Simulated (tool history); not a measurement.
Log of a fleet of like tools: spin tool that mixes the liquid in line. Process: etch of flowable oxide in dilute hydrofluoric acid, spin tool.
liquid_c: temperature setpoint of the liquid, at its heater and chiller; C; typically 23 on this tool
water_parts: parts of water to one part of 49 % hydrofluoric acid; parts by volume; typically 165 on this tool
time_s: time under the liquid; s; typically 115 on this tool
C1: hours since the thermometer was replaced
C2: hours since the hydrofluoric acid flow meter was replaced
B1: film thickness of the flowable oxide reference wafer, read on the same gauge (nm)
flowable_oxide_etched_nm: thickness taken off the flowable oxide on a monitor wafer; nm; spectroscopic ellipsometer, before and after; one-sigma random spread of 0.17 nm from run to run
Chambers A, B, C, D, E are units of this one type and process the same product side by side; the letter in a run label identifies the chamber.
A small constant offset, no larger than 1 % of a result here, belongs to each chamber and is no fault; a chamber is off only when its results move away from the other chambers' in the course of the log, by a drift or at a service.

run 1B hour=8.1 | liquid_c=23 water_parts=165 time_s=115 | C1=1229.2 C2=917.5 | B1=90.022 | flowable_oxide_etched_nm=17.472
run 2C hour=21.2 | liquid_c=23 water_parts=165 time_s=115 | C1=1109.8 C2=750.4 | B1=90.055 | flowable_oxide_etched_nm=17.658
run 3D hour=32.8 | liquid_c=23 water_parts=165 time_s=115 | C1=1225.1 C2=372.9 | B1=90.004 | flowable_oxide_etched_nm=17.938
run 4A hour=42.5 | liquid_c=23 water_parts=165 time_s=115 | C1=796.2 C2=1597.9 | B1=90.025 | flowable_oxide_etched_nm=18.181
run 5E hour=50.7 | liquid_c=23 water_parts=165 time_s=115 | C1=939.5 C2=157.2 | B1=89.979 | flowable_oxide_etched_nm=17.998
run 6A hour=61.2 | liquid_c=23 water_parts=165 time_s=115 | C1=814.9 C2=1616.6 | B1=90 | flowable_oxide_etched_nm=17.973
-- hour=62.8 chamber D: hydrofluoric acid flow meter replaced
run 7B hour=69.9 | liquid_c=23 water_parts=165 time_s=115 | C1=1291 C2=979.3 | B1=90.033 | flowable_oxide_etched_nm=17.595
run 8C hour=75.6 | liquid_c=23 water_parts=165 time_s=115 | C1=1164.2 C2=804.8 | B1=89.963 | flowable_oxide_etched_nm=18.013
run 9E hour=87.4 | liquid_c=20 water_parts=165 time_s=115 | C1=976.2 C2=193.9 | B1=89.955 | flowable_oxide_etched_nm=15.739
run 10D hour=95 | liquid_c=20 water_parts=165 time_s=115 | C1=1287.3 C2=32.3 | B1=90 | flowable_oxide_etched_nm=15.705
run 11C hour=101.6 | liquid_c=20 water_parts=165 time_s=115 | C1=1190.2 C2=830.8 | B1=89.99 | flowable_oxide_etched_nm=16.085
run 12B hour=111.1 | liquid_c=20 water_parts=165 time_s=115 | C1=1332.2 C2=1020.5 | B1=89.937 | flowable_oxide_etched_nm=15.773
run 13D hour=124 | liquid_c=20 water_parts=165 time_s=115 | C1=1316.3 C2=61.3 | B1=89.993 | flowable_oxide_etched_nm=15.811
-- hour=135.1 chamber E: thermometer replaced
run 14A hour=135.5 | liquid_c=19.5 water_parts=200 time_s=115 | C1=889.2 C2=1690.9 | B1=90.022 | flowable_oxide_etched_nm=12.586
run 15E hour=148.1 | liquid_c=19.5 water_parts=200 time_s=115 | C1=13 C2=254.6 | B1=89.959 | flowable_oxide_etched_nm=12.408
run 16A hour=160.1 | liquid_c=19.5 water_parts=200 time_s=115 | C1=913.8 C2=1715.5 | B1=90.021 | flowable_oxide_etched_nm=12.62
run 17D hour=171.5 | liquid_c=19.5 water_parts=200 time_s=115 | C1=1363.8 C2=108.8 | B1=90.013 | flowable_oxide_etched_nm=12.488
-- hour=181.3 chamber B: thermometer replaced
run 18B hour=182.3 | liquid_c=19.5 water_parts=200 time_s=115 | C1=1.1 C2=1091.7 | B1=90.009 | flowable_oxide_etched_nm=12.396
run 19C hour=192.4 | liquid_c=23 water_parts=165 time_s=115 | C1=1281 C2=921.6 | B1=90.01 | flowable_oxide_etched_nm=18.642
run 20E hour=199.1 | liquid_c=23 water_parts=165 time_s=115 | C1=64 C2=305.6 | B1=90.017 | flowable_oxide_etched_nm=18.023
run 21D hour=211.3 | liquid_c=23 water_parts=165 time_s=115 | C1=1403.6 C2=148.6 | B1=90.019 | flowable_oxide_etched_nm=17.626
run 22E hour=222.7 | liquid_c=23 water_parts=165 time_s=115 | C1=87.6 C2=329.2 | B1=89.995 | flowable_oxide_etched_nm=17.991
run 23C hour=232.4 | liquid_c=23 water_parts=165 time_s=115 | C1=1321 C2=961.6 | B1=90.023 | flowable_oxide_etched_nm=18.556
run 24A hour=241.9 | liquid_c=25.5 water_parts=165 time_s=115 | C1=995.6 C2=1797.3 | B1=89.984 | flowable_oxide_etched_nm=20.005
run 25B hour=252.7 | liquid_c=25.5 water_parts=165 time_s=115 | C1=71.5 C2=1162.1 | B1=89.986 | flowable_oxide_etched_nm=19.671
run 26C hour=261.8 | liquid_c=25.5 water_parts=165 time_s=115 | C1=1350.4 C2=991 | B1=90.027 | flowable_oxide_etched_nm=20.772
run 27E hour=273.2 | liquid_c=25.5 water_parts=165 time_s=115 | C1=138.1 C2=379.7 | B1=89.984 | flowable_oxide_etched_nm=19.722
-- hour=282.4 chamber A: hydrofluoric acid flow meter replaced
run 28D hour=285.4 | liquid_c=25.5 water_parts=165 time_s=115 | C1=1477.7 C2=222.7 | B1=90.003 | flowable_oxide_etched_nm=19.646
run 29B hour=297 | liquid_c=23 water_parts=165 time_s=115 | C1=115.8 C2=1206.4 | B1=89.996 | flowable_oxide_etched_nm=17.765
run 30A hour=306.4 | liquid_c=20 water_parts=165 time_s=175 | C1=1060.1 C2=24 | B1=89.979 | flowable_oxide_etched_nm=24.678
run 31A hour=312.5 | liquid_c=20 water_parts=165 time_s=175 | C1=1066.2 C2=30.1 | B1=90.035 | flowable_oxide_etched_nm=24.514
run 32C hour=318.6 | liquid_c=20 water_parts=165 time_s=175 | C1=1407.2 C2=1047.8 | B1=90.009 | flowable_oxide_etched_nm=26.299
run 33E hour=329.8 | liquid_c=20 water_parts=165 time_s=175 | C1=194.7 C2=436.3 | B1=90.038 | flowable_oxide_etched_nm=24.214
run 34B hour=339.8 | liquid_c=20 water_parts=165 time_s=175 | C1=158.6 C2=1249.2 | B1=90.006 | flowable_oxide_etched_nm=23.734
run 35D hour=346.1 | liquid_c=23 water_parts=165 time_s=115 | C1=1538.4 C2=283.4 | B1=90.019 | flowable_oxide_etched_nm=17.88
run 36B hour=356.3 | liquid_c=23 water_parts=165 time_s=115 | C1=175.1 C2=1265.7 | B1=89.983 | flowable_oxide_etched_nm=17.961

For the next run the whole fleet of 5 chambers uses the same settings. Give each chamber's results:
run 37A hour=365.7 | liquid_c=27 water_parts=165 time_s=115 | flowable_oxide_etched_nm=?
run 37B hour=365.7 | liquid_c=27 water_parts=165 time_s=115 | flowable_oxide_etched_nm=?
run 37C hour=365.7 | liquid_c=27 water_parts=165 time_s=115 | flowable_oxide_etched_nm=?
run 37D hour=365.7 | liquid_c=27 water_parts=165 time_s=115 | flowable_oxide_etched_nm=?
run 37E hour=365.7 | liquid_c=27 water_parts=165 time_s=115 | flowable_oxide_etched_nm=?

run=37A flowable_oxide_etched_nm=20.802
run=37B flowable_oxide_etched_nm=20.929
run=37C flowable_oxide_etched_nm=22.897
run=37D flowable_oxide_etched_nm=20.754
run=37E flowable_oxide_etched_nm=20.83

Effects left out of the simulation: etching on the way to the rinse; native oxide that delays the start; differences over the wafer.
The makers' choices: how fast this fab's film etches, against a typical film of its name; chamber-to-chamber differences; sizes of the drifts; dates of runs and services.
